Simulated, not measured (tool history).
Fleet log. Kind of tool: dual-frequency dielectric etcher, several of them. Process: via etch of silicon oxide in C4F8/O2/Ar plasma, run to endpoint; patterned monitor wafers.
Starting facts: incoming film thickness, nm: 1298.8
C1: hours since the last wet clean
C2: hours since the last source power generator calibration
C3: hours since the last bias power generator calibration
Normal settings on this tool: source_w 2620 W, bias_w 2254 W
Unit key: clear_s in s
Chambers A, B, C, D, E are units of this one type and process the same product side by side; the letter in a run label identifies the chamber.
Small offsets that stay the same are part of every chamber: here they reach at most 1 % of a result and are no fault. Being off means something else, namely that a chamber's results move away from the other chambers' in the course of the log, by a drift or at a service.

Run 1E, hour 4.9: usual settings; C1 68.7; C2 3394.1; C3 1467.7. Result: clear_s 221.52 s.
Run 2A, hour 12.6: usual settings; C1 188.6; C2 4059.2; C3 621.9. Result: clear_s 223.01 s.
At hour 21.7: chamber B: source power generator calibrated.
Run 3B, hour 23.7: usual settings; C1 45.2; C2 2.1; C3 91.8. Result: clear_s 222.74 s.
Run 4C, hour 33.8: usual settings; C1 281.7; C2 3327.5; C3 3916.7. Result: clear_s 221.96 s.
Run 5D, hour 42.2: usual settings; C1 216.7; C2 619.8; C3 554.7. Result: clear_s 224.46 s.
Run 6C, hour 53.2: usual settings; C1 301.1; C2 3346.9; C3 3936.1. Result: clear_s 221.77 s.
Run 7A, hour 63.4: usual settings; C1 239.4; C2 4110.0; C3 672.7. Result: clear_s 222.91 s.
Run 8B, hour 71.5: usual settings; C1 93.0; C2 49.9; C3 139.6. Result: clear_s 220.99 s.
Run 9E, hour 79.7: usual settings; C1 143.5; C2 3468.9; C3 1542.5. Result: clear_s 220.52 s.
Run 10D, hour 88.6: usual settings; C1 263.1; C2 666.2; C3 601.1. Result: clear_s 224.14 s.
Run 11E, hour 96.1: usual settings; C1 159.9; C2 3485.3; C3 1558.9. Result: clear_s 221.91 s.
Run 12C, hour 103.1: usual settings; C1 351.0; C2 3396.8; C3 3986.0. Result: clear_s 222.05 s.
Run 13D, hour 108.8: usual settings; C1 283.3; C2 686.4; C3 621.3. Result: clear_s 224.88 s.
At hour 113.1: chamber E: source power generator calibrated.
Run 14B, hour 115.4: usual settings; C1 136.9; C2 93.8; C3 183.5. Result: clear_s 220.84 s.
Run 15A, hour 124.1: usual settings; C1 300.1; C2 4170.7; C3 733.4. Result: clear_s 223.42 s.
At hour 130.0: chamber C: source power generator calibrated.
Run 16A, hour 131.5: usual settings; C1 307.5; C2 4178.1; C3 740.8. Result: clear_s 222.33 s.
Run 17D, hour 137.7: usual settings; C1 312.2; C2 715.3; C3 650.2. Result: clear_s 224.75 s.
Run 18B, hour 144.1: usual settings; C1 165.6; C2 122.5; C3 212.2. Result: clear_s 221.01 s.
Run 19E, hour 153.9: usual settings; C1 217.7; C2 40.8; C3 1616.7. Result: clear_s 221.16 s.
At hour 154.0: chamber D: wet clean of the chamber.
At hour 154.2: chamber C: wet clean of the chamber.
Run 20C, hour 162.6: usual settings; C1 8.5; C2 32.6; C3 4045.5. Result: clear_s 221.99 s.
Run 21E, hour 173.1: usual settings but source_w 3140 W, bias_w 1946 W; C1 236.9; C2 60.0; C3 1635.9. Result: clear_s 213.54 s.
Run 22D, hour 183.7: usual settings but source_w 3140 W, bias_w 1946 W; C1 29.8; C2 761.3; C3 696.2. Result: clear_s 216.38 s.
Run 23A, hour 190.4: usual settings but source_w 3140 W, bias_w 1946 W; C1 366.4; C2 4237.0; C3 799.7. Result: clear_s 214.23 s.
Run 24B, hour 198.7: usual settings but source_w 3140 W, bias_w 1946 W; C1 220.2; C2 177.1; C3 266.8. Result: clear_s 213.27 s.
Run 25C, hour 204.5: usual settings but source_w 3140 W, bias_w 1946 W; C1 50.4; C2 74.5; C3 4087.4. Result: clear_s 215.90 s.
Run 26E, hour 213.7: usual settings; C1 277.5; C2 100.6; C3 1676.5. Result: clear_s 222.09 s.
Run 27D, hour 223.0: usual settings; C1 69.1; C2 800.6; C3 735.5. Result: clear_s 222.78 s.
Run 28B, hour 231.8: usual settings; C1 253.3; C2 210.2; C3 299.9. Result: clear_s 221.00 s.
Run 29C, hour 239.0: usual settings; C1 84.9; C2 109.0; C3 4121.9. Result: clear_s 221.48 s.
Run 30A, hour 248.4: usual settings; C1 424.4; C2 4295.0; C3 857.7. Result: clear_s 222.35 s.

Is one chamber out of step, is the gauge drifting, or do the chambers differ by no more than their own small offsets? For an off chamber, give its letter and the likeliest cause.

Beyond each chamber's small constant offset nothing stands out, and the gauge stays steady.

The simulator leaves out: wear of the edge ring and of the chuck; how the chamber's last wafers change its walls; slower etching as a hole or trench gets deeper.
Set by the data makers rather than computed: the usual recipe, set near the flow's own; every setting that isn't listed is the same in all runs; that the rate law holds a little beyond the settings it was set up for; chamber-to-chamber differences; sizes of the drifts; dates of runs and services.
